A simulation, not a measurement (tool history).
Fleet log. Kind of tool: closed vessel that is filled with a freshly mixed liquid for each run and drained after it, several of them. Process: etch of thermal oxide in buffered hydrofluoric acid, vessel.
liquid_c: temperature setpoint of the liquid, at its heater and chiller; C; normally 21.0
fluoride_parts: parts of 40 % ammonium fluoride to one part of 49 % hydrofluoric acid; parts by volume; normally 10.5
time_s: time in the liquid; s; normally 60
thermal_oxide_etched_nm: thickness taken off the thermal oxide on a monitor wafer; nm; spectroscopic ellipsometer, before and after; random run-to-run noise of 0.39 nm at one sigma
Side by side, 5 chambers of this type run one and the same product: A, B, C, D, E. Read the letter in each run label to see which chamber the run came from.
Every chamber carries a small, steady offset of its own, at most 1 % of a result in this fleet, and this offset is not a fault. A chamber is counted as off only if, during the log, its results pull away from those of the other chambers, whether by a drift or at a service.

| run | hour | liquid_c | fluoride_parts | time_s | hours since the thermometer was replaced | hours since the hydrofluoric acid flow meter was replaced | read-back film thickness of the thermal oxide reference wafer, read on the same gauge (nm) | thermal_oxide_etched_nm |
|---|---|---|---|---|---|---|---|---|
| 1E | 8.8 | 21.0 | 10.5 | 60 | 303.9 | 109.6 | 60.022 | 56.516 |
| 2B | 17.7 | 21.0 | 10.5 | 60 | 747.8 | 140.9 | 60.000 | 55.674 |
| 3A | 23.8 | 21.0 | 10.5 | 60 | 658.7 | 189.7 | 59.970 | 55.378 |
| 4C | 31.0 | 21.0 | 10.5 | 60 | 397.4 | 265.0 | 60.022 | 55.366 |
| 5D | 35.6 | 21.0 | 10.5 | 60 | 396.1 | 816.6 | 60.035 | 55.613 |
| 6C | 42.7 | 21.0 | 8.0 | 40 | 409.1 | 276.7 | 60.055 | 46.975 |
| 7D | 48.3 | 21.0 | 8.0 | 40 | 408.8 | 829.3 | 59.995 | 47.535 |
| 8A | 57.7 | 21.0 | 8.0 | 40 | 692.6 | 223.6 | 60.016 | 47.540 |
| 9E | 65.6 | 21.0 | 8.0 | 40 | 360.7 | 166.4 | 60.043 | 47.373 |
| 10B | 70.3 | 21.0 | 8.0 | 40 | 800.4 | 193.5 | 60.041 | 47.479 |
|  | 73.7 | chamber B: thermometer replaced |
| 11E | 78.4 | 21.0 | 10.5 | 60 | 373.5 | 179.2 | 60.011 | 56.201 |
| 12B | 87.9 | 21.0 | 10.5 | 60 | 14.3 | 211.1 | 59.948 | 56.184 |
| 13A | 97.9 | 21.0 | 10.5 | 60 | 732.8 | 263.8 | 59.978 | 55.200 |
| 14D | 107.0 | 21.0 | 10.5 | 60 | 467.5 | 888.0 | 60.022 | 55.681 |
| 15C | 117.1 | 21.0 | 10.5 | 60 | 483.5 | 351.1 | 59.991 | 55.602 |
| 16D | 123.2 | 21.0 | 10.5 | 60 | 483.7 | 904.2 | 60.057 | 55.425 |
| 17A | 128.5 | 21.0 | 10.5 | 60 | 763.4 | 294.4 | 59.997 | 55.345 |
| 18E | 137.7 | 21.0 | 10.5 | 60 | 432.8 | 238.5 | 59.998 | 55.380 |
| 19B | 146.8 | 17.5 | 8.0 | 60 | 73.2 | 270.0 | 60.015 | 57.868 |
|  | 155.4 | chamber D: thermometer replaced |
| 20C | 156.5 | 17.5 | 8.0 | 60 | 522.9 | 390.5 | 59.981 | 58.705 |
| 21C | 166.8 | 17.5 | 8.0 | 60 | 533.2 | 400.8 | 60.013 | 58.015 |
| 22E | 176.9 | 17.5 | 8.0 | 60 | 472.0 | 277.7 | 60.008 | 58.645 |
| 23B | 182.2 | 17.5 | 8.0 | 60 | 108.6 | 305.4 | 59.987 | 58.369 |
| 24D | 188.4 | 21.0 | 10.5 | 60 | 33.0 | 969.4 | 60.000 | 55.585 |
| 25A | 195.1 | 21.0 | 10.5 | 60 | 830.0 | 361.0 | 60.057 | 55.717 |
| 26B | 199.7 | 21.0 | 10.5 | 60 | 126.1 | 322.9 | 59.968 | 55.235 |
| 27C | 205.0 | 21.0 | 10.5 | 60 | 571.4 | 439.0 | 59.973 | 55.159 |
| 28A | 209.6 | 21.0 | 10.5 | 60 | 844.5 | 375.5 | 60.038 | 54.651 |
| 29D | 217.3 | 21.0 | 10.5 | 60 | 61.9 | 998.3 | 59.962 | 56.708 |
| 30E | 227.0 | 17.0 | 10.5 | 75 | 522.1 | 327.8 | 60.016 | 56.131 |
| 31C | 235.2 | 17.0 | 10.5 | 75 | 601.6 | 469.2 | 59.967 | 56.529 |
| 32D | 240.4 | 17.0 | 10.5 | 75 | 85.0 | 1021.4 | 60.025 | 55.343 |
| 33B | 247.5 | 17.0 | 10.5 | 75 | 173.9 | 370.7 | 59.984 | 55.813 |

The same settings go to every chamber for the next run, one line per chamber below. Forecast the results for each:
| 34A | 254.9 | 23.5 | 10.5 | 60 |  |  |  | ? |
| 34B | 254.9 | 23.5 | 10.5 | 60 |  |  |  | ? |
| 34C | 254.9 | 23.5 | 10.5 | 60 |  |  |  | ? |
| 34D | 254.9 | 23.5 | 10.5 | 60 |  |  |  | ? |
| 34E | 254.9 | 23.5 | 10.5 | 60 |  |  |  | ? |

| run | thermal_oxide_etched_nm |
|---|---|
| 34A | 64.262 |
| 34B | 64.262 |
| 34C | 63.875 |
| 34D | 64.313 |
| 34E | 64.459 |
